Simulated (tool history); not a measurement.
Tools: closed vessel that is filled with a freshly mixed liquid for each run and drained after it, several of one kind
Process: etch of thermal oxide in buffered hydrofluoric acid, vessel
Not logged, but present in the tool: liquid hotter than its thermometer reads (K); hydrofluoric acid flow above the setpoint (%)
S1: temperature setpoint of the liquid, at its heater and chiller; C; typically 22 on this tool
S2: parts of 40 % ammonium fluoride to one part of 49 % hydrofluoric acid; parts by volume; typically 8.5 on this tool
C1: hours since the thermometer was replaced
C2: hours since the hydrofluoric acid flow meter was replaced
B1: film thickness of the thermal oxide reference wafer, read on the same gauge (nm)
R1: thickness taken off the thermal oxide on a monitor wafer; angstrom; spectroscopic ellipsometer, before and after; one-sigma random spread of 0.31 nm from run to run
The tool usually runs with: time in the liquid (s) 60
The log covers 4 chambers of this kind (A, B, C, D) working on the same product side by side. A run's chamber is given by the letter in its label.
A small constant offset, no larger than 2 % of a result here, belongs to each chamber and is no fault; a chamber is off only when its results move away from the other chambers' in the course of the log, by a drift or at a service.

-- hour=3.7 chamber C: hydrofluoric acid flow meter replaced
run 1A hour=4.9 | S1=22 S2=8.5 time_in_the_liquid_(s)=60 | C1=409.9 C2=138 | B1=129.99 | R1=643.27
run 2C hour=9.1 | S1=22 S2=8.5 time_in_the_liquid_(s)=60 | C1=1580.6 C2=5.4 | B1=130.02 | R1=662.57
run 3D hour=16.3 | S1=22 S2=8.5 time_in_the_liquid_(s)=60 | C1=497 C2=864 | B1=129.99 | R1=668.43
run 4B hour=23.4 | S1=22 S2=8.5 time_in_the_liquid_(s)=60 | C1=199.5 C2=235.5 | B1=129.99 | R1=650.88
run 5D hour=28.3 | S1=22 S2=8.5 time_in_the_liquid_(s)=60 | C1=509 C2=876 | B1=130 | R1=665.06
run 6C hour=32.3 | S1=22 S2=8.5 time_in_the_liquid_(s)=60 | C1=1603.8 C2=28.6 | B1=130.01 | R1=665.56
run 7B hour=37.2 | S1=22 S2=8.5 time_in_the_liquid_(s)=60 | C1=213.3 C2=249.3 | B1=129.99 | R1=654.48
run 8A hour=44.2 | S1=22 S2=8.5 time_in_the_liquid_(s)=60 | C1=449.2 C2=177.3 | B1=130.03 | R1=643.25
run 9A hour=51.9 | S1=22 S2=8.5 time_in_the_liquid_(s)=60 | C1=456.9 C2=185 | B1=129.99 | R1=648.34
run 10B hour=56.9 | S1=22 S2=8.5 time_in_the_liquid_(s)=60 | C1=233 C2=269 | B1=130.02 | R1=656.95
run 11D hour=61.9 | S1=22 S2=11 time_in_the_liquid_(s)=60 | C1=542.6 C2=909.6 | B1=130.01 | R1=534.91
run 12C hour=67.5 | S1=22 S2=11 time_in_the_liquid_(s)=60 | C1=1639 C2=63.8 | B1=130.01 | R1=531.2
run 13A hour=74.6 | S1=22 S2=11 time_in_the_liquid_(s)=60 | C1=479.6 C2=207.7 | B1=130 | R1=518.25
run 14D hour=80.7 | S1=22 S2=11 time_in_the_liquid_(s)=60 | C1=561.4 C2=928.4 | B1=129.99 | R1=530.68
run 15C hour=85.4 | S1=22 S2=8.5 time_in_the_liquid_(s)=60 | C1=1656.9 C2=81.7 | B1=130.01 | R1=666.76
run 16B hour=92.8 | S1=22 S2=8.5 time_in_the_liquid_(s)=60 | C1=268.9 C2=304.9 | B1=129.99 | R1=652.73
run 17A hour=99.6 | S1=22 S2=8.5 time_in_the_liquid_(s)=60 | C1=504.6 C2=232.7 | B1=130 | R1=646.84
run 18D hour=105.6 | S1=22 S2=8.5 time_in_the_liquid_(s)=60 | C1=586.3 C2=953.3 | B1=130.01 | R1=666.32
run 19B hour=112.5 | S1=22 S2=8.5 time_in_the_liquid_(s)=60 | C1=288.6 C2=324.6 | B1=130 | R1=655.49
run 20C hour=119.5 | S1=22 S2=8.5 time_in_the_liquid_(s)=60 | C1=1691 C2=115.8 | B1=130.02 | R1=669.62
run 21A hour=123 | S1=22 S2=8.5 time_in_the_liquid_(s)=60 | C1=528 C2=256.1 | B1=130.01 | R1=645.62
run 22B hour=128 | S1=22 S2=8.5 time_in_the_liquid_(s)=60 | C1=304.1 C2=340.1 | B1=130.02 | R1=654.6
run 23D hour=132.9 | S1=22 S2=8.5 time_in_the_liquid_(s)=60 | C1=613.6 C2=980.6 | B1=130.02 | R1=660.96
run 24C hour=137.8 | S1=22 S2=8.5 time_in_the_liquid_(s)=60 | C1=1709.3 C2=134.1 | B1=129.99 | R1=678.79
run 25B hour=145 | S1=22 S2=8.5 time_in_the_liquid_(s)=60 | C1=321.1 C2=357.1 | B1=130.02 | R1=655.42
run 26A hour=152.2 | S1=22 S2=8.5 time_in_the_liquid_(s)=60 | C1=557.2 C2=285.3 | B1=129.99 | R1=643.05
run 27D hour=156 | S1=22 S2=8.5 time_in_the_liquid_(s)=60 | C1=636.7 C2=1003.7 | B1=129.99 | R1=667.31
run 28C hour=163.4 | S1=22 S2=8.5 time_in_the_liquid_(s)=60 | C1=1734.9 C2=159.7 | B1=130.02 | R1=683.22
run 29B hour=170.1 | S1=24 S2=8.5 time_in_the_liquid_(s)=60 | C1=346.2 C2=382.2 | B1=129.99 | R1=728.18
run 30C hour=177 | S1=24 S2=8.5 time_in_the_liquid_(s)=60 | C1=1748.5 C2=173.3 | B1=129.99 | R1=769.2
run 31A hour=183.9 | S1=24 S2=8.5 time_in_the_liquid_(s)=60 | C1=588.9 C2=317 | B1=130 | R1=724.41
run 32D hour=188.5 | S1=24 S2=8.5 time_in_the_liquid_(s)=60 | C1=669.2 C2=1036.2 | B1=129.99 | R1=741.54
run 33A hour=193.9 | S1=22 S2=8.5 time_in_the_liquid_(s)=60 | C1=598.9 C2=327 | B1=130.02 | R1=645.83
run 34C hour=201.1 | S1=22 S2=8.5 time_in_the_liquid_(s)=60 | C1=1772.6 C2=197.4 | B1=130.01 | R1=691.03
run 35B hour=208.8 | S1=22 S2=8.5 time_in_the_liquid_(s)=60 | C1=384.9 C2=420.9 | B1=129.99 | R1=655.55
run 36D hour=216.2 | S1=22 S2=8.5 time_in_the_liquid_(s)=60 | C1=696.9 C2=1063.9 | B1=130.01 | R1=667.9

Has any chamber moved away from the others, gradually or after a service, or does the common gauge drift, or do the chambers differ only by their own small steady offsets? State the chamber and the most likely cause if one applies.

One chamber, C, drifts off from the rest bit by bit.
Likeliest cause: liquid hotter than its thermometer reads (K) = 1.01.
The log may not tell that from: hydrofluoric acid flow above the setpoint (%).

Which of the 4 candidates below, each the usual settings with something changed and its results left as question marks, puts chamber C back in line with what the other chambers give on the usual settings?
A result is in line if it is within this distance of the other chambers' mean on the usual settings: R1 11 angstrom
run 37C-1 hour=222 | S1=22 S2=8 time_in_the_liquid_(s)=60 | R1=?
run 37C-2 hour=222 | S1=22.5 S2=8.5 time_in_the_liquid_(s)=65 | R1=?
run 37C-3 hour=222 | S1=20 S2=8.5 time_in_the_liquid_(s)=60 | R1=?
run 37C-4 hour=222 | S1=22 S2=9 time_in_the_liquid_(s)=60 | R1=?

What the other chambers average on the usual settings: R1 655.93 angstrom
run=37C-1 R1=743.56
run=37C-2 R1=774.82
run=37C-3 R1=622.12
run=37C-4 R1=653.3
Change 37C-4 lands the chamber within the allowed miss of the other chambers.

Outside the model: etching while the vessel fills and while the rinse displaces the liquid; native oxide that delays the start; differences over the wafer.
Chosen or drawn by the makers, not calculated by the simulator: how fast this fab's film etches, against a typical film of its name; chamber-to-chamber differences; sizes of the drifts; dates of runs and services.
